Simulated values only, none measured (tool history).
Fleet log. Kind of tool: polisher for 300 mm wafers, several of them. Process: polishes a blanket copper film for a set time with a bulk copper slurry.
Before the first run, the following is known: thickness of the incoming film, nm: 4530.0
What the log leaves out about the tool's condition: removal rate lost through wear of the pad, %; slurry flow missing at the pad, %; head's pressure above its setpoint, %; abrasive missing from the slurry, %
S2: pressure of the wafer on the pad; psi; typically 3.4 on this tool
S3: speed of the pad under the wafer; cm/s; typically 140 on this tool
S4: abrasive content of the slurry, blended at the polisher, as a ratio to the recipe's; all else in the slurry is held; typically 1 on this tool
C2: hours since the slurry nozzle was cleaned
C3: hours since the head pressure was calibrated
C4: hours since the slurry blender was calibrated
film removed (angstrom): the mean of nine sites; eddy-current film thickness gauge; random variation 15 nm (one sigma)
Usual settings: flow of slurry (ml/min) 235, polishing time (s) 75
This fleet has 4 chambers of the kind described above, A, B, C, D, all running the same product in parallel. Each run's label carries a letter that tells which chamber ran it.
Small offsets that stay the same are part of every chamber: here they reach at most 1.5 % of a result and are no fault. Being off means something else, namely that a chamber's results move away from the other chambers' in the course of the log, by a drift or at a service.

{"run": "1A", "hour": 11.5, "flow of slurry (ml/min)": 235, "S2": 3.4, "S3": 140, "S4": 1, "polishing time (s)": 75, "wafers polished on this pad": 744, "C2": 266.2, "C3": 1011.8, "C4": 231.4, "film removed (angstrom)": 10753}
{"hour": 17.3, "done": "chamber A: slurry blender recalibrated"}
{"hour": 19.2, "done": "chamber B: worn pad replaced by a new one"}
{"run": "2B", "hour": 19.3, "flow of slurry (ml/min)": 235, "S2": 3.4, "S3": 140, "S4": 1, "polishing time (s)": 75, "wafers polished on this pad": 2, "C2": 307, "C3": 668.9, "C4": 89.8, "film removed (angstrom)": 10596}
{"hour": 20.0, "done": "chamber A: worn pad replaced by a new one"}
{"run": "3D", "hour": 24.7, "flow of slurry (ml/min)": 235, "S2": 3.4, "S3": 140, "S4": 1, "polishing time (s)": 75, "wafers polished on this pad": 549, "C2": 90.1, "C3": 292.9, "C4": 97.9, "film removed (angstrom)": 10877}
{"run": "4C", "hour": 36.0, "flow of slurry (ml/min)": 235, "S2": 3.4, "S3": 140, "S4": 1, "polishing time (s)": 75, "wafers polished on this pad": 719, "C2": 225.5, "C3": 311.1, "C4": 270.4, "film removed (angstrom)": 10883}
{"hour": 40.8, "done": "chamber D: worn pad replaced by a new one"}
{"run": "5A", "hour": 43.6, "flow of slurry (ml/min)": 235, "S2": 3.4, "S3": 140, "S4": 1, "polishing time (s)": 75, "wafers polished on this pad": 299, "C2": 298.3, "C3": 1043.9, "C4": 26.4, "film removed (angstrom)": 10990}
{"run": "6D", "hour": 49.9, "flow of slurry (ml/min)": 235, "S2": 3.4, "S3": 140, "S4": 1, "polishing time (s)": 75, "wafers polished on this pad": 115, "C2": 115.3, "C3": 318.1, "C4": 123.1, "film removed (angstrom)": 10736}
{"run": "7C", "hour": 59.6, "flow of slurry (ml/min)": 235, "S2": 3.4, "S3": 140, "S4": 1, "polishing time (s)": 75, "wafers polished on this pad": 1017, "C2": 249.1, "C3": 334.7, "C4": 294, "film removed (angstrom)": 10933}
{"run": "8B", "hour": 65.1, "flow of slurry (ml/min)": 160, "S2": 3.4, "S3": 140, "S4": 1, "polishing time (s)": 62, "wafers polished on this pad": 582, "C2": 352.8, "C3": 714.7, "C4": 135.6, "film removed (angstrom)": 8411.8}
{"run": "9D", "hour": 74.8, "flow of slurry (ml/min)": 160, "S2": 3.4, "S3": 140, "S4": 1, "polishing time (s)": 62, "wafers polished on this pad": 430, "C2": 140.2, "C3": 343, "C4": 148, "film removed (angstrom)": 8491.4}
{"run": "10A", "hour": 85.3, "flow of slurry (ml/min)": 160, "S2": 3.4, "S3": 140, "S4": 1, "polishing time (s)": 62, "wafers polished on this pad": 826, "C2": 340, "C3": 1085.6, "C4": 68.1, "film removed (angstrom)": 8445.5}
{"hour": 88.8, "done": "chamber D: worn pad replaced by a new one"}
{"hour": 93.4, "done": "chamber A: worn pad replaced by a new one"}
{"run": "11C", "hour": 95.8, "flow of slurry (ml/min)": 160, "S2": 3.4, "S3": 140, "S4": 1, "polishing time (s)": 62, "wafers polished on this pad": 1476, "C2": 285.3, "C3": 370.9, "C4": 330.2, "film removed (angstrom)": 8506.9}
{"run": "12B", "hour": 101.8, "flow of slurry (ml/min)": 235, "S2": 3.4, "S3": 140, "S4": 1, "polishing time (s)": 75, "wafers polished on this pad": 1046, "C2": 389.5, "C3": 751.4, "C4": 172.3, "film removed (angstrom)": 10704}
{"run": "13A", "hour": 107.9, "flow of slurry (ml/min)": 235, "S2": 3.4, "S3": 140, "S4": 1, "polishing time (s)": 75, "wafers polished on this pad": 184, "C2": 362.6, "C3": 1108.2, "C4": 90.7, "film removed (angstrom)": 10542}
{"run": "14B", "hour": 113.7, "flow of slurry (ml/min)": 210, "S2": 3.4, "S3": 140, "S4": 1, "polishing time (s)": 75, "wafers polished on this pad": 1197, "C2": 401.4, "C3": 763.3, "C4": 184.2, "film removed (angstrom)": 10484}
{"run": "15D", "hour": 120.1, "flow of slurry (ml/min)": 210, "S2": 3.4, "S3": 140, "S4": 1, "polishing time (s)": 75, "wafers polished on this pad": 396, "C2": 185.5, "C3": 388.3, "C4": 193.3, "film removed (angstrom)": 10643}
{"hour": 120.4, "done": "chamber B: worn pad replaced by a new one"}
{"hour": 120.8, "done": "chamber D: slurry blender recalibrated"}
{"hour": 127.5, "done": "chamber B: slurry blender recalibrated"}
{"run": "16C", "hour": 129.3, "flow of slurry (ml/min)": 210, "S2": 3.4, "S3": 140, "S4": 1, "polishing time (s)": 75, "wafers polished on this pad": 1900, "C2": 318.8, "C3": 404.4, "C4": 363.7, "film removed (angstrom)": 10784}
{"run": "17B", "hour": 140.1, "flow of slurry (ml/min)": 210, "S2": 3.4, "S3": 140, "S4": 1, "polishing time (s)": 75, "wafers polished on this pad": 250, "C2": 427.8, "C3": 789.7, "C4": 12.7, "film removed (angstrom)": 10555}
{"hour": 147.7, "done": "chamber C: slurry blender recalibrated"}
{"hour": 148.2, "done": "chamber D: worn pad replaced by a new one"}
{"run": "18A", "hour": 151.0, "flow of slurry (ml/min)": 235, "S2": 3.4, "S3": 140, "S4": 1, "polishing time (s)": 75, "wafers polished on this pad": 729, "C2": 405.7, "C3": 1151.3, "C4": 133.8, "film removed (angstrom)": 10859}
{"hour": 156.2, "done": "chamber D: slurry nozzle cleaned"}
{"hour": 159.0, "done": "chamber C: head pressure recalibrated"}
{"run": "19D", "hour": 161.7, "flow of slurry (ml/min)": 235, "S2": 3.4, "S3": 140, "S4": 1, "polishing time (s)": 75, "wafers polished on this pad": 171, "C2": 5.5, "C3": 429.9, "C4": 40.9, "film removed (angstrom)": 10969}
{"hour": 169.8, "done": "chamber A: worn pad replaced by a new one"}
{"run": "20C", "hour": 169.8, "flow of slurry (ml/min)": 235, "S2": 3.4, "S3": 140, "S4": 1, "polishing time (s)": 75, "wafers polished on this pad": 2412, "C2": 359.3, "C3": 10.8, "C4": 22.1, "film removed (angstrom)": 10405}
{"run": "21A", "hour": 177.1, "flow of slurry (ml/min)": 235, "S2": 3.4, "S3": 96, "S4": 1, "polishing time (s)": 75, "wafers polished on this pad": 93, "C2": 431.8, "C3": 1177.4, "C4": 159.9, "film removed (angstrom)": 7593.7}
{"hour": 184.2, "done": "chamber D: head pressure recalibrated"}
{"run": "22B", "hour": 185.5, "flow of slurry (ml/min)": 235, "S2": 3.4, "S3": 96, "S4": 1, "polishing time (s)": 75, "wafers polished on this pad": 825, "C2": 473.2, "C3": 835.1, "C4": 58.1, "film removed (angstrom)": 7243.7}
{"run": "23C", "hour": 196.9, "flow of slurry (ml/min)": 235, "S2": 3.4, "S3": 96, "S4": 1, "polishing time (s)": 75, "wafers polished on this pad": 2755, "C2": 386.4, "C3": 37.9, "C4": 49.2, "film removed (angstrom)": 7120.1}
{"run": "24D", "hour": 202.4, "flow of slurry (ml/min)": 235, "S2": 3.4, "S3": 96, "S4": 1, "polishing time (s)": 75, "wafers polished on this pad": 686, "C2": 46.2, "C3": 18.2, "C4": 81.6, "film removed (angstrom)": 7321.1}
{"hour": 211.0, "done": "chamber D: worn pad replaced by a new one"}
{"run": "25A", "hour": 211.1, "flow of slurry (ml/min)": 235, "S2": 3.4, "S3": 184, "S4": 1, "polishing time (s)": 75, "wafers polished on this pad": 524, "C2": 465.8, "C3": 1211.4, "C4": 193.9, "film removed (angstrom)": 14350}
{"run": "26D", "hour": 219.0, "flow of slurry (ml/min)": 235, "S2": 3.4, "S3": 184, "S4": 1, "polishing time (s)": 75, "wafers polished on this pad": 101, "C2": 62.8, "C3": 34.8, "C4": 98.2, "film removed (angstrom)": 14150}
{"run": "27B", "hour": 223.9, "flow of slurry (ml/min)": 235, "S2": 3.4, "S3": 184, "S4": 1, "polishing time (s)": 75, "wafers polished on this pad": 1311, "C2": 511.6, "C3": 873.5, "C4": 96.5, "film removed (angstrom)": 13946}
{"run": "28C", "hour": 232.1, "flow of slurry (ml/min)": 235, "S2": 3.4, "S3": 184, "S4": 1, "polishing time (s)": 75, "wafers polished on this pad": 3201, "C2": 421.6, "C3": 73.1, "C4": 84.4, "film removed (angstrom)": 13536}
{"hour": 234.1, "done": "chamber B: worn pad replaced by a new one"}
{"hour": 237.6, "done": "chamber A: worn pad replaced by a new one"}
{"run": "29B", "hour": 241.7, "flow of slurry (ml/min)": 235, "S2": 3.4, "S3": 140, "S4": 1, "polishing time (s)": 75, "wafers polished on this pad": 96, "C2": 529.4, "C3": 891.3, "C4": 114.3, "film removed (angstrom)": 10718}
{"run": "30C", "hour": 251.6, "flow of slurry (ml/min)": 235, "S2": 3.4, "S3": 140, "S4": 1, "polishing time (s)": 75, "wafers polished on this pad": 3448, "C2": 441.1, "C3": 92.6, "C4": 103.9, "film removed (angstrom)": 10219}
{"run": "31A", "hour": 258.5, "flow of slurry (ml/min)": 235, "S2": 3.4, "S3": 140, "S4": 1, "polishing time (s)": 75, "wafers polished on this pad": 264, "C2": 513.2, "C3": 1258.8, "C4": 241.3, "film removed (angstrom)": 10995}
{"run": "32D", "hour": 264.8, "flow of slurry (ml/min)": 235, "S2": 3.4, "S3": 140, "S4": 1, "polishing time (s)": 75, "wafers polished on this pad": 681, "C2": 108.6, "C3": 80.6, "C4": 144, "film removed (angstrom)": 10577}
{"hour": 273.2, "done": "chamber D: worn pad replaced by a new one"}
{"run": "33D", "hour": 274.9, "flow of slurry (ml/min)": 235, "S2": 3.4, "S3": 140, "S4": 1, "polishing time (s)": 75, "wafers polished on this pad": 22, "C2": 118.7, "C3": 90.7, "C4": 154.1, "film removed (angstrom)": 10725}
{"hour": 276.3, "done": "chamber B: slurry nozzle cleaned"}
{"run": "34B", "hour": 281.0, "flow of slurry (ml/min)": 235, "S2": 3.4, "S3": 126, "S4": 1.2, "polishing time (s)": 75, "wafers polished on this pad": 593, "C2": 4.8, "C3": 930.6, "C4": 153.6, "film removed (angstrom)": 9897.3}

The same settings go to every chamber for the next run, one line per chamber below. Forecast the results for each:
{"run": "35A", "hour": 289.2, "flow of slurry (ml/min)": 235, "S2": 3.4, "S3": 140, "S4": 1, "polishing time (s)": 84, "film removed (angstrom)": "?"}
{"run": "35B", "hour": 289.2, "flow of slurry (ml/min)": 235, "S2": 3.4, "S3": 140, "S4": 1, "polishing time (s)": 84, "film removed (angstrom)": "?"}
{"run": "35C", "hour": 289.2, "flow of slurry (ml/min)": 235, "S2": 3.4, "S3": 140, "S4": 1, "polishing time (s)": 84, "film removed (angstrom)": "?"}
{"run": "35D", "hour": 289.2, "flow of slurry (ml/min)": 235, "S2": 3.4, "S3": 140, "S4": 1, "polishing time (s)": 84, "film removed (angstrom)": "?"}

run=35A film_removed_(angstrom)=11999
run=35B film_removed_(angstrom)=12041
run=35C film_removed_(angstrom)=10922
run=35D film_removed_(angstrom)=12190

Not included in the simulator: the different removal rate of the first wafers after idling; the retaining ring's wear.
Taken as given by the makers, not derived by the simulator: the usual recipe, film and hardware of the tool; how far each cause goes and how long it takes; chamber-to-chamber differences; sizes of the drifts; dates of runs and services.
